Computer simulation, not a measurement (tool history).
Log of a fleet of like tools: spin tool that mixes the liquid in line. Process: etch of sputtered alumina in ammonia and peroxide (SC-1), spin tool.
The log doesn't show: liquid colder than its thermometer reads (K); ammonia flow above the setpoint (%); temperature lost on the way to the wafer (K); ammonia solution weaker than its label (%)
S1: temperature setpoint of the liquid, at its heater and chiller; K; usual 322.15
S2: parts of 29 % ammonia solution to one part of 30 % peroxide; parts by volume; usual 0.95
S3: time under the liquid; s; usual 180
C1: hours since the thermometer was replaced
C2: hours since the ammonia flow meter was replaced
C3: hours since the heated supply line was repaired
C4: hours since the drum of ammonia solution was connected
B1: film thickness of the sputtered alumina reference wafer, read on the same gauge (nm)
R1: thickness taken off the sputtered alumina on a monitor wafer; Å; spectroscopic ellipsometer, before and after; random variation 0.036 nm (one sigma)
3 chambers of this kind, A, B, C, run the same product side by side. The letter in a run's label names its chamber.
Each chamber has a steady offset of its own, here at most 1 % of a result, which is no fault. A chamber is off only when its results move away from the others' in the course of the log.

Run 1C, day 0.454: usual settings; C1 692.2; C2 213.5; C3 591; C4 311; B1 150.01. Result: R1 66.647 Å.
Run 2A, day 0.7: usual settings; C1 63.3; C2 837.6; C3 49.9; C4 408.4; B1 150.03. Result: R1 66.18 Å.
Run 3B, day 0.95: usual settings; C1 1305; C2 155; C3 2348.6; C4 340.6; B1 149.98. Result: R1 65.879 Å.
Run 4C, day 1.2: usual settings; C1 710.1; C2 231.4; C3 608.9; C4 328.9; B1 150. Result: R1 67.002 Å.
Run 5B, day 1.479: usual settings; C1 1317.7; C2 167.7; C3 2361.3; C4 353.3; B1 149.99. Result: R1 66.378 Å.
At day 1.625: chamber B: heated supply line repaired.
Run 6A, day 1.975: usual settings; C1 93.9; C2 868.2; C3 80.5; C4 439; B1 150.02. Result: R1 66.034 Å.
Run 7A, day 2.45: usual settings; C1 105.3; C2 879.6; C3 91.9; C4 450.4; B1 149.98. Result: R1 66.401 Å.
At day 2.742: chamber A: ammonia flow meter replaced.
At day 2.746: chamber A: new drum of ammonia solution connected.
Run 8C, day 2.908: usual settings; C1 751.1; C2 272.4; C3 649.9; C4 369.9; B1 149.99. Result: R1 66.557 Å.
Run 9B, day 3.146: usual settings; C1 1357.7; C2 207.7; C3 36.6; C4 393.3; B1 149.97. Result: R1 65.353 Å.
Run 10C, day 3.475: usual settings; C1 764.7; C2 286; C3 663.5; C4 383.5; B1 150.02. Result: R1 66.426 Å.
Run 11A, day 3.725: usual settings; C1 135.9; C2 23.6; C3 122.5; C4 23.5; B1 149.99. Result: R1 67.106 Å.
Run 12B, day 4.004: usual settings; C1 1378.3; C2 228.3; C3 57.2; C4 413.9; B1 149.99. Result: R1 66.844 Å.
Run 13C, day 4.283: usual settings; C1 784.1; C2 305.4; C3 682.9; C4 402.9; B1 150.02. Result: R1 65.638 Å.
At day 4.721: chamber B: new drum of ammonia solution connected.
Run 14B, day 4.771: usual settings; C1 1396.7; C2 246.7; C3 75.6; C4 1.2; B1 150.04. Result: R1 66.305 Å.
Run 15A, day 5.046: usual settings; C1 167.6; C2 55.3; C3 154.2; C4 55.2; B1 150.05. Result: R1 66.614 Å.
Run 16A, day 5.404: usual settings; C1 176.2; C2 63.9; C3 162.8; C4 63.8; B1 149.99. Result: R1 66.388 Å.
Run 17C, day 5.625: usual settings; C1 816.3; C2 337.6; C3 715.1; C4 435.1; B1 149.99. Result: R1 66.062 Å.
Run 18B, day 6.088: usual settings; C1 1428.3; C2 278.3; C3 107.2; C4 32.8; B1 150.01. Result: R1 66.156 Å.
Run 19A, day 6.438: usual settings; C1 201; C2 88.7; C3 187.6; C4 88.6; B1 149.96. Result: R1 66.681 Å.
Run 20B, day 6.829: usual settings; C1 1446.1; C2 296.1; C3 125; C4 50.6; B1 150.04. Result: R1 65.565 Å.
Run 21C, day 7.183: usual settings; C1 853.7; C2 375; C3 752.5; C4 472.5; B1 149.99. Result: R1 66.835 Å.
Run 22C, day 7.4: usual settings; C1 858.9; C2 380.2; C3 757.7; C4 477.7; B1 149.99. Result: R1 66.667 Å.
Run 23A, day 7.879: usual settings; C1 235.6; C2 123.3; C3 222.2; C4 123.2; B1 149.95. Result: R1 67.008 Å.
Run 24B, day 8.175: usual settings but S1 329.65 K, S3 125 s; C1 1478.4; C2 328.4; C3 157.3; C4 82.9; B1 150.02. Result: R1 68.329 Å.
Run 25A, day 8.512: usual settings but S1 329.65 K, S3 125 s; C1 250.8; C2 138.5; C3 237.4; C4 138.4; B1 150.01. Result: R1 69.375 Å.
Run 26B, day 9.017: usual settings but S1 329.65 K, S3 125 s; C1 1498.6; C2 348.6; C3 177.5; C4 103.1; B1 150.04. Result: R1 67.925 Å.
Run 27C, day 9.496: usual settings; C1 909.2; C2 430.5; C3 808; C4 528; B1 149.96. Result: R1 66.524 Å.

All 3 chambers run these settings next. Forecast each chamber's results:
Run 28A, day 9.854: usual settings. Result: R1 ?.
Run 28B, day 9.854: usual settings. Result: R1 ?.
Run 28C, day 9.854: usual settings. Result: R1 ?.

run      R1
28A  66.545
28B  66.154
28C  66.597
